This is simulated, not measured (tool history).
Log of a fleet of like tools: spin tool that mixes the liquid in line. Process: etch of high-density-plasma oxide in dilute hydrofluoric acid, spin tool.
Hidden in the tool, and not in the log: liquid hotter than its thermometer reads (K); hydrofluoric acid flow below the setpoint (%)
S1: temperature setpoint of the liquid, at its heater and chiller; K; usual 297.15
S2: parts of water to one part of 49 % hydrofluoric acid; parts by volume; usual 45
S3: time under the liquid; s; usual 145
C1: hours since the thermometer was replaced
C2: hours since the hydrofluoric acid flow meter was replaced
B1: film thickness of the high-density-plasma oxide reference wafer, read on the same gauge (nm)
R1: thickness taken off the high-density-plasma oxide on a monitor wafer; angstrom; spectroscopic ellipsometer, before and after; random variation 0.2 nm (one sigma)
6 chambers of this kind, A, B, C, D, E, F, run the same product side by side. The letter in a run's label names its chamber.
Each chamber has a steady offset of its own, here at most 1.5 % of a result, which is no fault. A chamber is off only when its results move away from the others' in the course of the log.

run   hour      S1  S2   S3      C1      C2      B1      R1
 1C    7.8  297.15  45  145   486.2   688.6     120  244.42
 2D   16.3  297.15  45  145    1110    54.7  119.96  251.65
 3A   28.6  297.15  45  145  1192.6  1063.4     120  245.76
 4F   39.8  297.15  45  145  3063.8     865     120  248.82
 5E   51.7  297.15  45  145    1030    91.5  119.99  248.48
 6B   62.3  293.15  45  145  1542.8   780.7     120   208.3
 7F   70.1  293.15  45  145  3094.1   895.3  119.97  210.11
 8C   76.2  293.15  45  145   554.6     757  120.02  211.35
 9A   84.8  293.15  45  145  1248.8  1119.6  119.98  210.06
10D   90.5  293.15  45  145  1184.2   128.9  120.02  209.99
11B  100.1  293.15  45  145  1580.6   818.5     120  212.66
12E  108.4  297.15  45  145  1086.7   148.2     120  256.21
13A  114.9  297.15  45   95  1278.9  1149.7  120.02  161.78
14D  124.6  297.15  45   95  1218.3     163  120.01  162.48
15E  136.7  297.15  45   95    1115   176.5  119.97  169.74
     137.4  -- chamber F: thermometer replaced
16F  144.1  297.15  45   95     6.8   969.3  120.01  162.92
17C  153.6  297.15  45   95     632   834.4  119.99  158.05
18B  163.6  297.15  45   95  1644.1     882  119.98  164.14
19E  169.2  297.15  45  145  1147.5     209  119.99  257.58
20B    176  297.15  50   80  1656.5   894.4  119.99  123.05
21D    185  297.15  50   80  1278.7   223.4  119.96  123.17
22C  196.2  297.15  50   80   674.6     877  120.01  122.47
     196.8  -- chamber C: hydrofluoric acid flow meter replaced
23F  204.6  297.15  50   80    67.3  1029.8  119.99  119.53
24A  213.3  297.15  50   80  1377.3  1248.1  120.01  121.22
25B  219.5  297.15  50   80    1700   937.9  119.97  122.73
26E  225.6  297.15  45  145  1203.9   265.4  120.01  270.75
27C  236.1  297.15  45  145   714.5    39.3  120.02  245.58
28F  244.2  297.15  45  145   106.9  1069.4  120.01  248.85
29A  250.5  297.15  45  145  1414.5  1285.3  119.98  248.64
30D  261.7  297.15  45  145  1355.4   300.1  119.98  247.05
31B  273.3  297.15  25  145  1753.8   991.7  119.97  464.51
     273.5  -- chamber D: thermometer replaced
32A  282.7  297.15  25  145  1446.7  1317.5     120  462.51
33F  291.6  297.15  25  145   154.3  1116.8  119.97  462.91
34C  298.9  297.15  25  145   777.3   102.1  120.04  457.26
35D  307.3  297.15  25  145    33.9   345.7     120  451.71
36E  316.7  297.15  25  145    1295   356.5     120  508.72

Is one chamber off against the others, does the gauge drift, or is nothing wrong? If a chamber is off, say which, and what the likeliest cause is.

Chamber E drifts away from the others.
Cause: liquid hotter than its thermometer reads (K) = 2.36.
The log may not tell that from: hydrofluoric acid flow above the setpoint (%).

Here are 4 candidates for chamber E's next run, each the usual settings with a change, their results left as question marks. Which one brings its results back in line with what the others give on the usual settings?
In line means no further than this from the other chambers' mean on the usual settings: R1 6.9 angstrom
37E-1  325.8  295.65  45  145               ?
37E-2  325.8  298.65  45  145               ?
37E-3  325.8  299.65  45  145               ?
37E-4  325.8  297.15  45  130               ?

The other chambers' mean on the usual settings: R1 247.37 angstrom
  run      R1
37E-1  257.49
37E-2  290.58
37E-3   302.3
37E-4  245.33
37E-4 brings the chamber back in line.
